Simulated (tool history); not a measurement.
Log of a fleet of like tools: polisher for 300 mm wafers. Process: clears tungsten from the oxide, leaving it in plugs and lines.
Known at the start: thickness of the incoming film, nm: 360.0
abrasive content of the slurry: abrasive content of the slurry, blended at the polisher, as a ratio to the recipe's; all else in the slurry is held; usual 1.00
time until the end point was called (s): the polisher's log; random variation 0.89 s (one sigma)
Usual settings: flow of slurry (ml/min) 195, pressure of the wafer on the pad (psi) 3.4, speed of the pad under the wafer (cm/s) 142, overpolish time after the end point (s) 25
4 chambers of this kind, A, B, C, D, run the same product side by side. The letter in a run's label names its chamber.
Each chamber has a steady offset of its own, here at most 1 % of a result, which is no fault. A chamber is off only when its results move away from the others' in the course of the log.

run,day,flow of slurry (ml/min),pressure of the wafer on the pad (psi),speed of the pad under the wafer (cm/s),abrasive content of the slurry,overpolish time after the end point (s),wafers polished on this pad,hours since the slurry nozzle was cleaned,hours since the head pressure was calibrated,hours since the slurry blender was calibrated,hours since the slurry got fresh peroxide,time until the end point was called (s)
1C,0.138,195,3.4,142,1.00,25,404,109.6,293.7,76.9,86.2,58.542
# day 0.200: chamber B: slurry tank refilled with fresh slurry and peroxide
2B,0.250,195,3.4,142,1.00,25,124,44.5,331.3,159.6,1.3,55.597
3D,0.429,195,3.4,142,1.00,25,345,210.5,232.2,116.4,49.6,56.917
4A,0.571,195,3.4,142,1.00,25,314,170.9,913.5,32.5,67.9,57.277
# day 0.675: chamber A: slurry tank refilled with fresh slurry and peroxide
5B,0.729,195,3.4,142,1.00,25,237,56.0,342.8,171.1,12.8,57.173
6A,0.917,195,3.4,142,1.00,25,396,179.2,921.8,40.8,5.8,57.247
7C,1.042,195,3.4,142,1.15,35,618,131.3,315.4,98.6,107.9,55.504
8D,1.238,195,3.4,142,1.15,35,536,229.9,251.6,135.8,69.0,54.749
# day 1.383: chamber D: worn pad replaced by a new one
# day 1.450: chamber D: slurry nozzle cleaned
9C,1.467,195,3.4,142,1.15,35,719,141.5,325.6,108.8,118.1,55.580
10D,1.612,195,3.4,142,1.15,35,54,3.9,260.6,144.8,78.0,56.405
11B,1.854,195,3.4,142,1.00,12,504,83.0,369.8,198.1,39.8,55.880
# day 1.975: chamber C: worn pad replaced by a new one
12A,2.021,195,3.4,142,1.00,12,657,205.7,948.3,67.3,32.3,58.478
# day 2.058: chamber B: worn pad replaced by a new one
13B,2.154,195,3.4,142,1.00,12,22,90.2,377.0,205.3,47.0,55.959
# day 2.321: chamber B: slurry blender recalibrated
14D,2.362,195,3.4,142,1.00,12,232,21.9,278.6,162.8,96.0,57.266
15C,2.579,195,3.4,142,1.00,25,143,168.2,352.3,135.5,144.8,56.583
16A,2.733,195,3.4,142,1.00,25,826,222.8,965.4,84.4,49.4,59.454
17D,2.988,195,3.4,142,1.00,25,380,36.9,293.6,177.8,111.0,57.860
18C,3.175,195,3.4,142,1.00,25,284,182.5,366.6,149.8,159.1,56.858
# day 3.292: chamber C: slurry tank refilled with fresh slurry and peroxide
19A,3.383,195,3.4,142,1.00,25,980,238.4,981.0,100.0,65.0,58.036
20B,3.554,195,3.4,142,1.00,25,354,123.8,410.6,29.6,80.6,56.947
# day 3.596: chamber D: worn pad replaced by a new one
21B,3.712,195,3.4,142,1.00,25,392,127.6,414.4,33.4,84.4,58.582
22D,3.850,195,3.4,142,1.00,25,60,57.6,314.3,198.5,131.7,57.108
23C,4.046,195,3.4,142,1.00,25,491,203.4,387.5,170.7,18.1,55.846
# day 4.108: chamber D: slurry tank refilled with fresh slurry and peroxide
# day 4.121: chamber A: worn pad replaced by a new one
# day 4.167: chamber A: slurry tank refilled with fresh slurry and peroxide
24A,4.183,195,3.4,142,1.00,25,15,257.6,1000.2,119.2,0.4,58.438
# day 4.279: chamber A: slurry nozzle cleaned
25D,4.433,195,3.4,142,1.00,25,199,71.6,328.3,212.5,7.8,57.407
# day 4.504: chamber B: worn pad replaced by a new one
26A,4.600,195,3.4,142,1.00,25,114,7.7,1010.2,129.2,10.4,56.413
27B,4.771,195,3.4,142,1.00,25,63,153.0,439.8,58.8,109.8,59.529
# day 4.942: chamber C: slurry nozzle cleaned
28C,5.025,195,3.4,142,1.00,25,723,2.1,411.0,194.2,41.6,57.784
29C,5.258,195,3.4,142,1.00,25,778,7.7,416.6,199.8,47.2,58.068
30A,5.429,195,3.4,142,1.00,25,310,27.6,1030.1,149.1,30.3,57.207
31B,5.658,195,3.4,142,1.00,25,273,174.3,461.1,80.1,131.1,60.366
# day 5.683: chamber D: worn pad replaced by a new one
# day 5.888: chamber C: worn pad replaced by a new one
32D,5.896,195,3.4,142,1.00,25,51,106.7,363.4,247.6,42.9,57.866
33A,6.150,195,3.4,142,1.00,25,481,44.9,1047.4,166.4,47.6,57.253
34C,6.404,195,3.4,142,1.00,25,123,35.2,444.1,227.3,74.7,57.855
35B,6.529,195,3.4,142,1.00,25,480,195.2,482.0,101.0,152.0,62.251
36D,6.646,195,3.4,142,1.00,25,228,124.7,381.4,265.6,60.9,56.358
37C,6.775,195,3.4,142,1.00,25,211,44.1,453.0,236.2,83.6,57.348
# day 6.792: chamber B: worn pad replaced by a new one
# day 6.871: chamber A: slurry tank refilled with fresh slurry and peroxide
38D,6.900,195,3.4,142,1.00,25,289,130.8,387.5,271.7,67.0,55.888
39B,7.079,195,3.4,142,1.00,25,68,208.4,495.2,114.2,165.2,65.264
# day 7.112: chamber B: slurry tank refilled with fresh slurry and peroxide
40A,7.325,225,3.4,142,1.00,25,759,73.1,1075.6,194.6,11.0,55.443
41A,7.575,225,3.4,142,1.00,25,819,79.1,1081.6,200.6,17.0,56.174
42B,7.696,225,3.4,142,1.00,25,214,223.2,510.0,129.0,14.0,62.306

All 4 chambers run these settings next. Forecast each chamber's results:
43A,7.883,195,3.0,142,1.00,25,,,,,,?
43B,7.883,195,3.0,142,1.00,25,,,,,,?
43C,7.883,195,3.0,142,1.00,25,,,,,,?
43D,7.883,195,3.0,142,1.00,25,,,,,,?

run,time until the end point was called (s)
43A,65.216
43B,75.127
43C,63.481
43D,64.380
